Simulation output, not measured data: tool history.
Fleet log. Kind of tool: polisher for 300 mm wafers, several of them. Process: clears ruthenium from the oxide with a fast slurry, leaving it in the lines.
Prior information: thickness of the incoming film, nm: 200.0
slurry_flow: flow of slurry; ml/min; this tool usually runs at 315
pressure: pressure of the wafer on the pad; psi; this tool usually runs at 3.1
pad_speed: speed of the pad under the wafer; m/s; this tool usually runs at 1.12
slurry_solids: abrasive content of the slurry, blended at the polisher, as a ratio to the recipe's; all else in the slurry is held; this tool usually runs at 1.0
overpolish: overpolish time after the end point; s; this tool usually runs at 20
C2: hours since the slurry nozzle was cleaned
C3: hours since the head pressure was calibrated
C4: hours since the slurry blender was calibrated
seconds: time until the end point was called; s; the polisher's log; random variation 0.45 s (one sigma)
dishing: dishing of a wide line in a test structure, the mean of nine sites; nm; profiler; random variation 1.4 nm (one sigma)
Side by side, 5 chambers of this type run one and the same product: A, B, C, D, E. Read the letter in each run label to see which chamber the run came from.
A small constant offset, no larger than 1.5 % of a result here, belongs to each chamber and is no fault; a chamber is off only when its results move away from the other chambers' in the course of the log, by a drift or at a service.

Run 1C, hour 9.3: usual settings; wafers polished on this pad 1265; C2 84.3; C3 347.5; C4 72.0. Result: seconds 41.443 s, dishing 71.537 nm.
At hour 17.6: chamber E: worn pad replaced by a new one.
At hour 19.6: chamber C: worn pad replaced by a new one.
Run 2B, hour 22.1: usual settings; wafers polished on this pad 395; C2 277.7; C3 455.5; C4 88.4. Result: seconds 42.597 s, dishing 70.220 nm.
At hour 36.5: chamber A: worn pad replaced by a new one.
Run 3A, hour 36.7: usual settings; wafers polished on this pad 2; C2 184.4; C3 357.1; C4 112.8. Result: seconds 41.496 s, dishing 71.760 nm.
Run 4E, hour 48.3: usual settings; wafers polished on this pad 401; C2 168.4; C3 354.4; C4 366.6. Result: seconds 41.538 s, dishing 74.255 nm.
At hour 57.7: chamber B: worn pad replaced by a new one.
Run 5D, hour 58.4: usual settings; wafers polished on this pad 958; C2 222.3; C3 465.0; C4 179.6. Result: seconds 41.834 s, dishing 69.216 nm.
At hour 64.7: chamber D: worn pad replaced by a new one.
Run 6B, hour 65.8: usual settings; wafers polished on this pad 106; C2 321.4; C3 499.2; C4 132.1. Result: seconds 41.783 s, dishing 67.092 nm.
At hour 79.3: chamber E: slurry blender recalibrated.
Run 7A, hour 80.6: usual settings; wafers polished on this pad 576; C2 228.3; C3 401.0; C4 156.7. Result: seconds 41.335 s, dishing 72.756 nm.
At hour 83.5: chamber E: worn pad replaced by a new one.
Run 8D, hour 92.0: usual settings; wafers polished on this pad 356; C2 255.9; C3 498.6; C4 213.2. Result: seconds 41.724 s, dishing 68.340 nm.
Run 9E, hour 98.4: usual settings; wafers polished on this pad 194; C2 218.5; C3 404.5; C4 19.2. Result: seconds 41.738 s, dishing 68.844 nm.
At hour 105.7: chamber D: slurry blender recalibrated.
Run 10C, hour 110.7: usual settings; wafers polished on this pad 1191; C2 185.7; C3 448.9; C4 173.4. Result: seconds 41.699 s, dishing 71.370 nm.
At hour 115.9: chamber C: worn pad replaced by a new one.
At hour 117.2: chamber A: worn pad replaced by a new one.
Run 11D, hour 118.4: usual settings; wafers polished on this pad 701; C2 282.3; C3 525.0; C4 12.8. Result: seconds 41.656 s, dishing 70.180 nm.
At hour 120.6: chamber D: slurry nozzle cleaned.
Run 12B, hour 125.7: usual settings; wafers polished on this pad 889; C2 381.3; C3 559.1; C4 192.0. Result: seconds 42.632 s, dishing 69.191 nm.
At hour 137.7: chamber B: worn pad replaced by a new one.
Run 13C, hour 138.8: usual settings; wafers polished on this pad 299; C2 213.8; C3 477.0; C4 201.5. Result: seconds 41.344 s, dishing 72.094 nm.
At hour 151.6: chamber E: worn pad replaced by a new one.
Run 14A, hour 153.0: usual settings; wafers polished on this pad 468; C2 300.7; C3 473.4; C4 229.1. Result: seconds 40.290 s, dishing 71.277 nm.
At hour 155.9: chamber D: worn pad replaced by a new one.
Run 15E, hour 160.5: usual settings; wafers polished on this pad 117; C2 280.6; C3 466.6; C4 81.3. Result: seconds 42.022 s, dishing 71.837 nm.
Run 16E, hour 174.9: usual settings; wafers polished on this pad 305; C2 295.0; C3 481.0; C4 95.7. Result: seconds 41.148 s, dishing 70.646 nm.
Run 17A, hour 187.8: usual settings; wafers polished on this pad 922; C2 335.5; C3 508.2; C4 263.9. Result: seconds 40.442 s, dishing 72.142 nm.
Run 18D, hour 196.2: usual settings; wafers polished on this pad 527; C2 75.6; C3 602.8; C4 90.6. Result: seconds 41.797 s, dishing 70.858 nm.
At hour 206.1: chamber A: worn pad replaced by a new one.
At hour 206.4: chamber C: worn pad replaced by a new one.
Run 19B, hour 207.5: usual settings; wafers polished on this pad 912; C2 463.1; C3 640.9; C4 273.8. Result: seconds 43.536 s, dishing 69.890 nm.
At hour 209.2: chamber C: slurry nozzle cleaned.
At hour 212.8: chamber B: worn pad replaced by a new one.
Run 20C, hour 214.3: usual settings; wafers polished on this pad 104; C2 5.2; C3 552.5; C4 277.0. Result: seconds 41.886 s, dishing 71.605 nm.
At hour 216.7: chamber A: slurry blender recalibrated.
At hour 220.9: chamber E: worn pad replaced by a new one.
Run 21C, hour 222.5: usual settings; wafers polished on this pad 211; C2 13.4; C3 560.7; C4 285.2. Result: seconds 41.887 s, dishing 73.034 nm.
Run 22D, hour 234.5: usual settings; wafers polished on this pad 1028; C2 113.9; C3 641.1; C4 128.9. Result: seconds 41.414 s, dishing 69.785 nm.
Run 23E, hour 244.5: usual settings; wafers polished on this pad 308; C2 364.6; C3 550.6; C4 165.3. Result: seconds 41.673 s, dishing 71.431 nm.
At hour 247.0: chamber D: worn pad replaced by a new one.
At hour 252.6: chamber E: slurry nozzle cleaned.
Run 24A, hour 258.9: usual settings but overpolish 27 s; wafers polished on this pad 691; C2 406.6; C3 579.3; C4 42.3. Result: seconds 40.043 s, dishing 90.953 nm.
Run 25B, hour 265.8: usual settings but overpolish 27 s; wafers polished on this pad 693; C2 521.4; C3 699.2; C4 332.1. Result: seconds 41.540 s, dishing 93.335 nm.
Run 26C, hour 274.6: usual settings but overpolish 27 s; wafers polished on this pad 892; C2 65.5; C3 612.8; C4 337.3. Result: seconds 41.433 s, dishing 92.092 nm.
At hour 278.1: chamber B: slurry blender recalibrated.
At hour 280.5: chamber D: head pressure recalibrated.
At hour 282.3: chamber B: worn pad replaced by a new one.
Run 27E, hour 288.8: usual settings but overpolish 27 s; wafers polished on this pad 887; C2 36.2; C3 594.9; C4 209.6. Result: seconds 41.538 s, dishing 92.417 nm.
At hour 291.1: chamber A: worn pad replaced by a new one.
At hour 300.7: chamber E: worn pad replaced by a new one.
Run 28A, hour 302.6: usual settings but overpolish 27 s; wafers polished on this pad 150; C2 450.3; C3 623.0; C4 86.0. Result: seconds 39.665 s, dishing 91.579 nm.
At hour 306.8: chamber C: worn pad replaced by a new one.
Run 29D, hour 309.1: usual settings but pressure 3.7 psi, slurry_solids 0.8; wafers polished on this pad 812; C2 188.5; C3 28.6; C4 203.5. Result: seconds 39.699 s, dishing 74.969 nm.
Run 30B, hour 316.3: usual settings but pressure 3.7 psi, slurry_solids 0.8; wafers polished on this pad 444; C2 571.9; C3 749.7; C4 38.2. Result: seconds 39.105 s, dishing 76.589 nm.
At hour 317.5: chamber C: slurry blender recalibrated.
At hour 327.2: chamber D: worn pad replaced by a new one.
Run 31B, hour 328.8: usual settings but pressure 3.7 psi, slurry_solids 0.8; wafers polished on this pad 608; C2 584.4; C3 762.2; C4 50.7. Result: seconds 39.412 s, dishing 73.569 nm.
Run 32D, hour 335.2: usual settings but pressure 3.7 psi, slurry_solids 0.8; wafers polished on this pad 105; C2 214.6; C3 54.7; C4 229.6. Result: seconds 39.044 s, dishing 73.053 nm.
Run 33A, hour 347.3: usual settings but pressure 3.7 psi, slurry_solids 0.8; wafers polished on this pad 734; C2 495.0; C3 667.7; C4 130.7. Result: seconds 36.466 s, dishing 79.576 nm.
At hour 349.7: chamber D: slurry blender recalibrated.
At hour 351.2: chamber E: head pressure recalibrated.
Run 34C, hour 358.9: usual settings; wafers polished on this pad 682; C2 149.8; C3 697.1; C4 41.5. Result: seconds 40.974 s, dishing 70.610 nm.
At hour 365.5: chamber E: worn pad replaced by a new one.
Run 35E, hour 367.7: usual settings but pad_speed 1.42 m/s, overpolish 15 s; wafers polished on this pad 29; C2 115.1; C3 16.6; C4 288.5. Result: seconds 33.894 s, dishing 67.424 nm.
Run 36D, hour 376.9: usual settings but pad_speed 1.42 m/s, overpolish 15 s; wafers polished on this pad 650; C2 256.3; C3 96.4; C4 27.2. Result: seconds 33.561 s, dishing 66.018 nm.

Is one chamber off against the others, does the gauge drift, or is nothing wrong? If a chamber is off, say which, and what the likeliest cause is.

It is chamber A that slowly wanders off from its peers.
What lies behind it: head's pressure above its setpoint, % = 7.86.

Below are 4 candidate recipes for chamber A's next run, each the usual settings with a change, their results shown as question marks. Which of them brings A's results back in line with what the other chambers give on the usual settings?
A result is in line if it is within this distance of the other chambers' mean on the usual settings: seconds 1.600 s; dishing 4.800 nm
Run 37A-1, hour 387.6: usual settings but pressure 3.0 psi, pad_speed 1.08 m/s. Result: seconds ?, dishing ?.
Run 37A-2, hour 387.6: usual settings but pressure 2.9 psi, pad_speed 1.04 m/s. Result: seconds ?, dishing ?.
Run 37A-3, hour 387.6: usual settings but pressure 3.3 psi, pad_speed 1.20 m/s, slurry_solids 1.05. Result: seconds ?, dishing ?.
Run 37A-4, hour 387.6: usual settings but pressure 3.2 psi, pad_speed 1.16 m/s. Result: seconds ?, dishing ?.

The mean the other chambers reach with the usual settings: seconds 41.881 s; dishing 70.525 nm
  run  seconds  dishing
37A-1   41.434   70.812
37A-2   44.483   66.863
37A-3   33.216   84.149
37A-4   36.209   78.762
With 37A-1, the chamber falls back in line with the rest.

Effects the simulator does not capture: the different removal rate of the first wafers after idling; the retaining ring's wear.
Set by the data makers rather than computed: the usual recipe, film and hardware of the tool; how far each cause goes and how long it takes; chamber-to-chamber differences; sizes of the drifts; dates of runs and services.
